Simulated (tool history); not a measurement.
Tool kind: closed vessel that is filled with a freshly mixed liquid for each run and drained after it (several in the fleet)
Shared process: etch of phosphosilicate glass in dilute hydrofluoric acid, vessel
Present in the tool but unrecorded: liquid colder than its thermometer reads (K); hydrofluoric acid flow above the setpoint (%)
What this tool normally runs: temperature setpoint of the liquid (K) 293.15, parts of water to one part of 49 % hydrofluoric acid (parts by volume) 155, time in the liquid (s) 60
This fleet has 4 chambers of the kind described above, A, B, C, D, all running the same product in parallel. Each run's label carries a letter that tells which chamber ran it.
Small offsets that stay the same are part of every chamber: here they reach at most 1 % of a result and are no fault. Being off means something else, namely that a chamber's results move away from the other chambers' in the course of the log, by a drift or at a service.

run,day,temperature setpoint of the liquid (K),parts of water to one part of 49 % hydrofluoric acid (parts by volume),time in the liquid (s),hours since the thermometer was replaced,hours since the hydrofluoric acid flow meter was replaced,"read-back film thickness of the phosphosilicate glass reference wafer, read on the same gauge (nm)",thickness taken off the phosphosilicate glass on a monitor wafer (angstrom)
1D,0.212,293.15,155,60,67.3,1460.4,59.996,420.46
2B,0.571,293.15,155,60,651.2,1406.7,60.007,420.82
3A,0.767,293.15,155,60,1796.9,809.5,60.034,415.84
4C,1.046,293.15,155,60,886.1,554.2,59.994,408.29
5A,1.358,293.15,155,60,1811.1,823.7,60.030,411.11
# day 1.525: chamber B: thermometer replaced
6C,1.558,293.15,155,60,898.4,566.5,59.998,412.18
7D,1.796,293.15,155,60,105.3,1498.4,59.977,411.61
8B,1.992,293.15,155,60,11.2,1440.8,60.020,419.76
9B,2.238,293.15,155,60,17.1,1446.7,59.974,413.70
10C,2.458,293.15,155,60,920.0,588.1,59.965,416.92
11A,2.804,293.15,155,60,1845.8,858.4,59.983,425.67
12D,3.171,297.15,155,60,138.3,1531.4,59.990,493.66
13A,3.508,297.15,155,60,1862.7,875.3,59.998,487.79
14B,3.729,297.15,155,60,52.9,1482.5,60.032,491.12
15C,3.992,297.15,155,60,956.8,624.9,59.979,471.19
16D,4.192,293.15,155,60,162.8,1555.9,60.009,413.77
17A,4.412,293.15,155,60,1884.4,897.0,59.984,412.74
18D,4.754,293.15,155,60,176.3,1569.4,60.018,412.47
19C,5.058,293.15,155,60,982.4,650.5,60.003,406.47
20B,5.329,293.15,155,60,91.3,1520.9,59.995,415.97
21B,5.592,293.15,155,60,97.6,1527.2,59.992,422.69
22C,5.838,291.15,155,75,1001.1,669.2,59.991,483.48
23D,6.179,291.15,155,75,210.5,1603.6,59.985,482.72
24A,6.496,291.15,155,75,1934.4,947.0,60.011,480.19
25C,6.812,291.15,155,75,1024.5,692.6,59.991,484.48
26D,7.112,293.15,155,60,232.9,1626.0,60.002,411.31
27A,7.400,293.15,155,50,1956.1,968.7,59.991,344.63
28B,7.725,293.15,155,50,148.8,1578.4,60.022,350.80
29C,7.933,293.15,155,50,1051.4,719.5,59.981,362.17
30A,8.283,293.15,155,50,1977.3,989.9,60.006,347.52
31B,8.579,293.15,155,60,169.3,1598.9,60.023,415.63
32D,8.875,293.15,155,60,275.2,1668.3,60.006,413.66
33B,9.229,293.15,155,60,184.9,1614.5,60.003,416.30
34D,9.492,293.15,155,60,290.0,1683.1,60.016,413.27
35A,9.762,293.15,155,60,2012.8,1025.4,59.992,419.47
36C,9.996,293.15,155,60,1100.9,769.0,59.975,447.36
37B,10.179,293.15,155,60,207.7,1637.3,60.010,422.06
38D,10.362,293.15,155,60,310.9,1704.0,60.001,415.38
39C,10.533,293.15,155,60,1113.8,781.9,59.978,447.98
# day 10.842: chamber B: hydrofluoric acid flow meter replaced
40A,10.900,293.15,155,60,2040.1,1052.7,59.993,415.58
41A,11.108,293.15,155,60,2045.1,1057.7,60.000,422.56
42C,11.362,293.15,155,60,1133.7,801.8,60.021,462.84
43B,11.717,293.15,155,60,244.6,21.1,60.007,419.16

Next, all 4 chambers run the settings below, one line each with question marks for the results. What does each chamber give?
44A,11.983,293.15,155,60,,,,?
44B,11.983,293.15,155,60,,,,?
44C,11.983,293.15,155,60,,,,?
44D,11.983,293.15,155,60,,,,?

run,thickness taken off the phosphosilicate glass on a monitor wafer (angstrom)
44A,412.79
44B,412.61
44C,469.85
44D,405.23
